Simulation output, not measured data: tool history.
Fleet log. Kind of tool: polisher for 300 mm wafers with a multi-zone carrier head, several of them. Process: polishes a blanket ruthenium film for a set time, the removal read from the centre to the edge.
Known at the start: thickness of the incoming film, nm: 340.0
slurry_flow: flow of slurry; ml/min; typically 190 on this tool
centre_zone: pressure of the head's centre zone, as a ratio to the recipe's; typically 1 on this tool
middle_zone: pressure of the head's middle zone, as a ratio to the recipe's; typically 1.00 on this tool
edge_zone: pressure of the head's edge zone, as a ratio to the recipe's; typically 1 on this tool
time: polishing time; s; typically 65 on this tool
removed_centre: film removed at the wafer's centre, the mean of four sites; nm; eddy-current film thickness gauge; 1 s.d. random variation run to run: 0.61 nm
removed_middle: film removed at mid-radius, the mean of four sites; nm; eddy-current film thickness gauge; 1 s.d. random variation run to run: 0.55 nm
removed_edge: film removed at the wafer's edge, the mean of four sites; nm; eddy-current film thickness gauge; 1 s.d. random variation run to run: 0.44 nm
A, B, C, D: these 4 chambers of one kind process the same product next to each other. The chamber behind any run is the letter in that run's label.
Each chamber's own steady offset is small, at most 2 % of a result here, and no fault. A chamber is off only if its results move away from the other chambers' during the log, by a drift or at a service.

run   hour  slurry_flow  centre_zone  middle_zone  edge_zone  time  wafers polished on this pad  hours since the slurry nozzle was cleaned  hours since the centre zone pressure was calibrated  hours since the edge zone pressure was calibrated  removed_centre  removed_middle  removed_edge
 1C   10.0          190            1         1.00          1    65                          415                                      677.8                                                894.1                                              514.9          56.978          56.316        56.417
      19.6  -- chamber D: worn pad replaced by a new one
 2B   22.8          190            1         1.00          1    65                          448                                       62.8                                                405.9                                              477.3          55.465          56.416        55.985
 3D   33.1          190            1         1.00          1    65                          147                                      374.7                                                292.7                                              182.1          55.671          56.299        55.329
 4A   40.7          190            1         1.00          1    65                          704                                       95.2                                                609.7                                              561.7          56.270          55.452        56.250
 5A   49.7          190            1         1.00          1    65                          802                                      104.2                                                618.7                                              570.7          56.988          56.163        56.125
      53.8  -- chamber B: worn pad replaced by a new one
 6D   57.6          190            1         1.00          1    65                          415                                      399.2                                                317.2                                              206.6          55.438          56.707        55.277
      61.7  -- chamber A: worn pad replaced by a new one
      64.1  -- chamber C: slurry nozzle cleaned
 7B   73.7          190            1         1.00          1    65                          217                                      113.7                                                456.8                                              528.2          56.346          56.673        55.799
      77.2  -- chamber C: worn pad replaced by a new one
      82.8  -- chamber D: worn pad replaced by a new one
 8C   83.8          190            1         1.00          1    65                           72                                       19.7                                                967.9                                              588.7          57.197          55.986        55.820
 9C   93.8          190            1         1.00          1    65                          181                                       29.7                                                977.9                                              598.7          56.958          55.910        55.334
     105.9  -- chamber D: slurry nozzle cleaned
10B  108.0          190            1         1.00          1    65                          591                                      148.0                                                491.1                                              562.5          56.631          56.583        55.778
11A  123.3          190            1         1.00          1    65                          673                                      177.8                                                692.3                                              644.3          56.253          56.029        55.322
     125.7  -- chamber B: worn pad replaced by a new one
12D  136.8          190            1         1.00          1    65                          590                                       31.0                                                396.4                                              285.8          55.520          56.408        55.862
13B  147.7          190            1         1.00          1    65                          241                                      187.7                                                530.8                                              602.2          58.954          55.969        55.657
     151.6  -- chamber D: worn pad replaced by a new one
     153.8  -- chamber A: edge zone pressure recalibrated
14D  158.4          190            1         1.00          1    80                           74                                       52.6                                                418.0                                              307.4          69.321          68.911        69.536
     169.6  -- chamber A: worn pad replaced by a new one
     171.3  -- chamber C: edge zone pressure recalibrated
15A  173.7          190            1         1.00          1    80                           45                                      228.2                                                742.7                                               20.0          68.411          69.522        67.914
16C  180.7          190            1         1.00          1    80                         1129                                      116.6                                               1064.8                                                9.4          70.841          67.254        69.494
     181.1  -- chamber C: worn pad replaced by a new one
     186.9  -- chamber B: worn pad replaced by a new one
17C  189.7          190            1         1.00          1    80                           94                                      125.6                                               1073.8                                               18.4          69.935          68.309        68.699
18D  200.8          190            1         1.00          1    65                          537                                       95.0                                                460.4                                              349.8          55.655          57.034        56.098
19A  212.4          190            1         1.00          1    65                          467                                      266.9                                                781.4                                               58.7          56.166          56.266        55.492
     219.5  -- chamber D: worn pad replaced by a new one
20B  220.4          190            1         1.00          1    65                          366                                      260.4                                                603.5                                              674.9          59.820          57.309        56.020
     225.7  -- chamber D: centre zone pressure recalibrated
21C  231.9          190            1         1.00          1    65                          555                                      167.8                                               1116.0                                               60.6          57.861          55.938        55.593
22D  239.2          190            1         1.00          1    65                          215                                      133.4                                                 13.6                                              388.2          55.951          55.826        55.764
23B  247.2          190            1         1.00          1    65                          659                                      287.2                                                630.3                                              701.7          60.427          56.456        56.160
     257.2  -- chamber B: worn pad replaced by a new one
24A  257.6          190            1         1.04          1    65                          961                                      312.1                                                826.6                                              103.9          56.237          57.887        55.156
     267.8  -- chamber A: worn pad replaced by a new one
25A  271.8          190            1         1.04          1    65                           44                                      326.3                                                840.8                                              118.1          56.467          58.339        55.788
26C  281.4          190            1         1.04          1    65                         1095                                      217.3                                               1165.5                                              110.1          57.593          58.520        55.434
     285.6  -- chamber D: worn pad replaced by a new one
27B  297.4          190            1         1.04          1    65                          438                                      337.4                                                680.5                                              751.9          62.789          58.237        56.221
28D  305.3          190            1         1.00          1    65                          215                                      199.5                                                 79.7                                              454.3          56.448          56.588        56.065

Which is it: a chamber that has drifted or been left off by a service, a gauge drift common to all chambers, or only each chamber's usual small offset? If a chamber is off, name it and its likeliest cause.

Chamber B drifts away from the others.
Most likely cause: centre zone's pressure above its setpoint, % = 11.3.

Here are 4 candidates for chamber B's next run, each the usual settings with a change, their results left as question marks. Which one brings its results back in line with what the others give on the usual settings?
In line here means within this much of the mean the other chambers give on the usual settings: removed_centre 2.100 nm; removed_middle 1.900 nm; removed_edge 1.500 nm
29B-1  316.7          185         0.92         1.02       1.03    64                                                                                                                                                                                               ?               ?             ?
29B-2  316.7          195         1.08         0.98       0.97    66                                                                                                                                                                                               ?               ?             ?
29B-3  316.7          200         1.15         0.97       0.95    67                                                                                                                                                                                               ?               ?             ?
29B-4  316.7          180         0.86         1.03       1.04    63                                                                                                                                                                                               ?               ?             ?

On the usual settings, the other chambers give on average: removed_centre 56.223 nm; removed_middle 55.958 nm; removed_edge 55.654 nm
  run  removed_centre  removed_middle  removed_edge
29B-1          56.271          55.773        55.884
29B-2          69.632          55.849        56.199
29B-3          75.924          56.352        56.601
29B-4          51.209          55.176        55.114
With 29B-1, the chamber falls back in line with the rest.
